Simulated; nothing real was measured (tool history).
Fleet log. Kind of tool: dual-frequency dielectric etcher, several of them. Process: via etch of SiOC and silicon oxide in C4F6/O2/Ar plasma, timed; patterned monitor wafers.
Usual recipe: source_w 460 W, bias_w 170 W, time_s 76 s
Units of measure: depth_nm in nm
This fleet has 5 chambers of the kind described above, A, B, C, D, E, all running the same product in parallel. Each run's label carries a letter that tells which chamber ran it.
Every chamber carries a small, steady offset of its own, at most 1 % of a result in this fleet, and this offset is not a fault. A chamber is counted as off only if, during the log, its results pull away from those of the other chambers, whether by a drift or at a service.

run   hour  source_w  bias_w  time_s  hours since the last wet clean  hours since the last source power generator calibration  hours since the last bias power generator calibration  read-back reference wafer on the same gauge, depth_nm  depth_nm
 1E   10.7       460     170      76                           355.9                                                    548.3                                                 2283.8                                                 105.44    88.064
 2C   25.3       460     170      76                            27.4                                                   1647.2                                                 1381.9                                                  105.5    88.573
 3A   33.9       460     170      76                            83.5                                                   3078.6                                                  269.1                                                 105.37    89.067
 4B   44.1       460     170      76                           196.3                                                   1829.5                                                 2011.1                                                 105.31    88.586
 5D     55       460     170      76                           299.6                                                   2764.9                                                   2843                                                 105.41    89.879
 6D   62.2       460     170      76                           306.8                                                   2772.1                                                 2850.2                                                 105.49    90.753
 7A   76.2       460     170      76                           125.8                                                   3120.9                                                  311.4                                                 105.51    89.572
 8B   84.4       460     170      76                           236.6                                                   1869.8                                                 2051.4                                                 105.47    89.613
 9C   99.3       460     197    55.5                           101.4                                                   1721.2                                                 1455.9                                                 105.41    68.275
10E    106       460     197    55.5                           451.2                                                    643.6                                                 2379.1                                                 105.49    68.393
11B  113.7       460     197    55.5                           265.9                                                   1899.1                                                 2080.7                                                 105.63    68.179
12E  125.2       460     197    55.5                           470.4                                                    662.8                                                 2398.3                                                 105.42     68.66
13C  137.9       460     197    55.5                             140                                                   1759.8                                                 1494.5                                                 105.41    68.422
     138.5  -- chamber E: wet clean of the chamber
14D  151.4       460     170      76                             396                                                   2861.3                                                 2939.4                                                  105.7      89.4
15A  160.7       460     170      76                           210.3                                                   3205.4                                                  395.9                                                 105.56    88.914
16E  172.3       510     170      76                            33.8                                                    709.9                                                 2445.4                                                 105.41    93.239
17C  185.8       510     170      76                           187.9                                                   1807.7                                                 1542.4                                                 105.58    94.053
     187.2  -- chamber D: source power generator calibrated
18A  194.4       510     170      76                             244                                                   3239.1                                                  429.6                                                 105.54     92.71
19D  205.1       510     170      76                           449.7                                                       18                                                 2993.1                                                 105.59    94.845
20B  212.4       510     170      76                           364.6                                                   1997.8                                                 2179.4                                                 105.44    93.488
     216.2  -- chamber D: wet clean of the chamber
21A  223.4       460     170      76                             273                                                   3268.1                                                  458.6                                                 105.62    89.347
22B    230       460     170      76                           382.2                                                   2015.4                                                   2197                                                 105.47    89.185
     235.7  -- chamber B: wet clean of the chamber
23C    241       460     170      76                           243.1                                                   1862.9                                                 1597.6                                                 105.74    89.693
24E  253.6       390     170      68                           115.1                                                    791.2                                                 2526.7                                                 105.53    74.688
25D  260.9       390     170      68                            44.8                                                     73.8                                                 3048.9                                                 105.44    75.725
26A  267.5       390     170      68                           317.1                                                   3312.2                                                  502.7                                                 105.65     75.33
27B  281.7       390     170      68                              46                                                   2067.1                                                 2248.7                                                 105.47    75.345
28C  296.9       390     170      68                             299                                                   1918.8                                                 1653.5                                                 105.43    75.566
29E  310.5       460     170      63                             172                                                    848.1                                                 2583.6                                                 105.51    73.344
30D  323.2       460     170      63                           107.1                                                    136.1                                                 3111.2                                                 105.44    74.353
31A  333.4       460     170      63                             383                                                   3378.1                                                  568.6                                                 105.47    74.026
32D  340.3       460     170      63                           124.2                                                    153.2                                                 3128.3                                                 105.57    74.097
33B  350.2       460     170      63                           114.5                                                   2135.6                                                 2317.2                                                 105.41    72.781
34C    358       460     155    83.5                           360.1                                                   1979.9                                                 1714.6                                                 105.49    95.438
35E  365.2       460     155    83.5                           226.7                                                    902.8                                                 2638.3                                                 105.51    95.255
36B  372.3       460     155    83.5                           136.6                                                   2157.7                                                 2339.3                                                  105.5    95.971
37E  381.8       460     155    83.5                           243.3                                                    919.4                                                 2654.9                                                 105.47    95.246
38D  390.9       460     155    83.5                           174.8                                                    203.8                                                 3178.9                                                 105.52    96.274
39C  400.7       460     170      76                           402.8                                                   2022.6                                                 1757.3                                                 105.59    89.347
40A  412.5       460     170      76                           462.1                                                   3457.2                                                  647.7                                                 105.61    89.389

Decide between three cases: one chamber stands off from its peers, the gauge reading all wafers drifts, or nothing is wrong past each chamber's small offset. Where a chamber is off, say which and what most likely put it there.

Beyond each chamber's small constant offset nothing stands out, and the gauge stays steady.
